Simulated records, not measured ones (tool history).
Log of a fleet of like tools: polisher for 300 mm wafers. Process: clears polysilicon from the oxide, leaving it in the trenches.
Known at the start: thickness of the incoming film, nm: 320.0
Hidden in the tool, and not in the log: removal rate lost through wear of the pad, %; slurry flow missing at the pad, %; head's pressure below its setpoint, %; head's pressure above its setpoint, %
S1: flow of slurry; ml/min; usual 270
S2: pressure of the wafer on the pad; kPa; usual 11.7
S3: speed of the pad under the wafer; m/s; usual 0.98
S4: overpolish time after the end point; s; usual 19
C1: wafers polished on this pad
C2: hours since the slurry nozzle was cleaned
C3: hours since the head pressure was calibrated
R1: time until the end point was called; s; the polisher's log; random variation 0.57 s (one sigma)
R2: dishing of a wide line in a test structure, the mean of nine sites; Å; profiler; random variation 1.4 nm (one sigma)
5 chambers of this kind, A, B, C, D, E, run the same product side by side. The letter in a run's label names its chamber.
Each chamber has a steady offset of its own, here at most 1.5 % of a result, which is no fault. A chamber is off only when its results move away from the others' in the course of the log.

run   hour   S1    S2    S3  S4    C1     C2     C3      R1      R2
 1D    8.5  270  11.7  0.98  19   251  106.7  124.6  38.258  684.39
      15.4  -- chamber E: worn pad replaced by a new one
 2E   16.4  270  11.7  0.98  19    12  523.9  750.3  39.239  719.87
 3A   23.1  270  11.7  0.98  19  1295   86.5  455.6  40.119  690.46
 4B   27.8  270  11.7  0.98  19  1035  158.4  509.8  39.538  679.68
 5C   32.8  270  11.7  0.98  19   763    163  460.3   38.28  678.74
      38.5  -- chamber D: worn pad replaced by a new one
 6B   40.2  270  11.7  0.98  19  1179  170.8  522.2  38.493  709.08
      40.6  -- chamber A: worn pad replaced by a new one
      43.9  -- chamber B: head pressure recalibrated
 7A     45  270  11.7  0.98  19    51  108.4  477.5  39.449  697.16
 8D   49.6  270  11.7  0.98  19   129  147.8  165.7  38.157   681.1
 9C   54.5  270  11.7  0.98  19  1016  184.7    482  39.278  687.34
10E   62.8  270  11.7  0.98  19   551  570.3  796.7    40.3  686.62
      69.2  -- chamber B: worn pad replaced by a new one
11C   71.2  270  11.7  0.98  23  1210  201.4  498.7  39.647  760.67
12A   77.2  270  11.7  0.98  23   425  140.6  509.7  39.159  714.03
13E   81.6  270  11.7  0.98  23   770  589.1  815.5  39.583   723.9
14B   88.8  270  11.7  0.98  23   228  219.4     45  39.076  720.44
      89.9  -- chamber D: worn pad replaced by a new one
      89.9  -- chamber E: worn pad replaced by a new one
15D   93.9  270  11.7  0.98  23    47  192.1    210  38.846  727.44
16A   98.8  270  11.7  0.98  19   676  162.2  531.3  39.462  698.73
17D  107.4  270  11.7  0.98  19   203  205.6  223.5  38.918  713.35
     113.5  -- chamber B: slurry nozzle cleaned
18B  114.7  270  11.7  0.98  19   529    1.2   70.9  38.599  703.24
19C  122.9  270  11.7  0.98  19  1811  253.1  550.4   40.75  674.47
     124.8  -- chamber E: head pressure recalibrated
20E  130.7  270  11.7  0.98  19   474  638.2    5.9  39.054  711.85
21A  137.9  270  11.7  0.98  19  1131  201.3  570.4  39.722  699.63
     142.7  -- chamber D: worn pad replaced by a new one
22C  144.7  270  11.7  0.98  11  2064  274.9  572.2  41.894  531.83
     149.6  -- chamber E: worn pad replaced by a new one
23E  152.1  270  11.7  0.98  11    29  659.6   27.3  39.664  543.76
     153.2  -- chamber A: worn pad replaced by a new one
24B  157.9  270  11.7  0.98  11  1031   44.4  114.1  38.807   542.2
25D  163.1  270  11.7  0.98  11   238  261.3  279.2  37.761  560.78
26D  170.1  270  11.7  0.98  11   319  268.3  286.2  39.177  542.41
27B  175.7  270  11.7  0.98  19  1238   62.2  131.9  38.073  699.53
28C  179.6  270  13.1  0.98  19  2470  309.8  607.1  37.126  713.32
29E  186.8  270  13.1  0.98  19   432  694.3     62  35.058  717.16
30A  192.7  270  13.1  0.98  19   459  256.1  625.2  35.865  724.48
     195.3  -- chamber B: worn pad replaced by a new one
     198.2  -- chamber D: worn pad replaced by a new one
31B  200.8  270  13.1  0.98  19    64   87.3    157  34.545  725.57
     204.4  -- chamber A: slurry nozzle cleaned
32C  204.9  270  13.1  0.98  19  2764  335.1  632.4   36.78  717.88
33A  213.8  270  11.7  0.98  19   704    9.4  646.3  39.547   700.3
     219.6  -- chamber E: worn pad replaced by a new one
34D  219.9  360   8.3  0.98  19   252  318.1    336  53.397  615.44
35E  227.4  360   8.3  0.98  19    90  734.9  102.6  54.675  622.75
     227.6  -- chamber D: head pressure recalibrated
36A    235  360   8.3  0.98  19   950   30.6  667.5   53.83  579.64
37B  241.7  360   8.3  0.98  19   540  128.2  197.9  54.255  601.14
38D  248.4  360   8.3  0.98  19   583  346.6   20.8  52.783  614.88
39C    253  270  11.7  0.98  19  3323  383.2  680.5   42.74  672.57

What goes on in this fleet: one chamber off, a drifting gauge, or nothing beyond the chambers' own small offsets? Name the chamber and the cause, if any.

Chamber C drifts away from the others.
Cause: removal rate lost through wear of the pad, % = 8.79.
The log may not tell that from: head's pressure below its setpoint, %.

Here are 4 candidates for chamber C's next run, each the usual settings with a change, their results left as question marks. Which one brings its results back in line with what the others give on the usual settings?
In line means no further than this from the other chambers' mean on the usual settings: R1 2 s; R2 49 Å
40C-1  259.4  270  10.3   0.9  20               ?   ?
40C-2  259.4  275  13.1  1.08  19               ?   ?
40C-3  259.4  270  12.4  1.02  19               ?   ?
40C-4  259.4  270    11  0.94  19               ?   ?

The other chambers' mean on the usual settings: R1 39.201 s; R2 695.29 Å
  run      R1      R2
40C-1   53.56  635.29
40C-2  35.053  729.77
40C-3  39.278  703.76
40C-4  48.028  651.49
40C-3 brings the chamber back in line.
